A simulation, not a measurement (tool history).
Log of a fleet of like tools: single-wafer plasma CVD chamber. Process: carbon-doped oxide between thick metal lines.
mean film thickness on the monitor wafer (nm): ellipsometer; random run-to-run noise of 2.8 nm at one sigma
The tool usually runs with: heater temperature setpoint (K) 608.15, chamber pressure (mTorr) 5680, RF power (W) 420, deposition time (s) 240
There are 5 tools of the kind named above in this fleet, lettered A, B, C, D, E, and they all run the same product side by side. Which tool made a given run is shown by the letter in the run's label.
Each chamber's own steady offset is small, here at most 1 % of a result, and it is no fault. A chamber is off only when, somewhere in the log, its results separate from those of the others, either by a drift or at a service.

run	day	heater temperature setpoint (K)	chamber pressure (mTorr)	RF power (W)	deposition time (s)	read-back reference wafer on the same gauge, thickness_nm	mean film thickness on the monitor wafer (nm)
1E	0.304	608.15	5680	420	240	1090.2	1148.4
2D	0.504	608.15	5680	420	240	1089.3	1134.4
3C	0.792	608.15	5680	420	240	1090.6	1147.5
4A	1.004	608.15	5680	420	240	1089.5	1131.1
5B	1.25	608.15	5680	420	240	1090.2	1140.9
6C	1.596	608.15	5680	420	240	1089.9	1142.7
7E	1.829	608.15	5680	420	240	1089.5	1142.2
8B	2.067	608.15	5680	420	240	1089.7	1142.1
9A	2.288	608.15	5680	420	240	1090.5	1131.8
10D	2.488	608.15	5680	420	240	1090.9	1135.5
11A	2.708	608.15	5680	420	240	1090.1	1130.1
# day 2.783: chamber E: thermocouple changed; heater temperature recalibrated
12E	2.954	608.15	5680	420	240	1090.9	1145.5
13D	3.246	608.15	5680	420	240	1090.4	1133.5
14C	3.479	608.15	5680	420	240	1090.4	1147.1
15B	3.65	608.15	5680	420	240	1089.8	1134.9
16A	3.967	608.15	5680	420	240	1090.4	1139.2
17B	4.283	608.15	5680	420	240	1090.3	1144.5
18C	4.483	608.15	5680	420	240	1089.7	1142.5
# day 4.746: chamber B: capacitance manometer re-zeroed and calibrated
19E	4.758	608.15	5680	420	240	1089.6	1138.7
20D	5.029	608.15	5680	420	240	1090	1132.1
21E	5.388	608.15	5680	420	240	1090	1135
22B	5.562	608.15	5680	420	240	1089.3	1143.9
23C	5.788	608.15	5680	485	281	1089.8	1478.6
24A	6.05	608.15	5680	485	281	1089.6	1466.9
25D	6.35	608.15	5680	485	281	1090.9	1474.3
26D	6.688	608.15	5680	485	281	1090.7	1470.9
27E	6.979	608.15	5680	485	281	1089.9	1462.6
28B	7.267	608.15	5680	420	240	1090.1	1141.8
29A	7.442	608.15	5680	420	240	1091	1132
30C	7.721	608.15	5680	420	240	1090.2	1150.9
31B	7.883	608.15	5680	420	240	1090.2	1138.9
32E	8.212	601.15	5680	420	240	1089.7	1141.9
33D	8.404	601.15	5680	420	240	1089.5	1158.8
34C	8.588	601.15	5680	420	240	1089.8	1177.4
35A	8.854	601.15	5680	420	240	1089.6	1160.3
36B	9.092	601.15	5680	420	240	1090.4	1169.7

Does one chamber stand apart from the rest, does the shared gauge drift, or is all well apart from small per-chamber offsets? Give the chamber and the most likely cause, where there is one.

One chamber, E, drifts off from the rest bit by bit.
Likeliest cause: delivered RF power below the setpoint (%) = 4.5.

Below are 4 candidate recipes for chamber E's next run, each the usual settings with a change, their results shown as question marks. Which of them brings E's results back in line with what the other chambers give on the usual settings?
Allowed miss from the other chambers' usual-settings mean, per result, to count as in line: mean film thickness on the monitor wafer (nm) 9.8
37E-1	9.35	608.15	5700	425	240		?
37E-2	9.35	602.15	6110	420	240		?
37E-3	9.35	608.15	5660	415	236		?
37E-4	9.35	608.15	5680	420	238		?

Usual-settings mean across the other chambers: mean film thickness on the monitor wafer (nm) 1140.6
run	mean film thickness on the monitor wafer (nm)
37E-1	1117.7
37E-2	1138
37E-3	1079.3
37E-4	1098.4
37E-2 is the one that brings the chamber's results back in line with the other chambers.
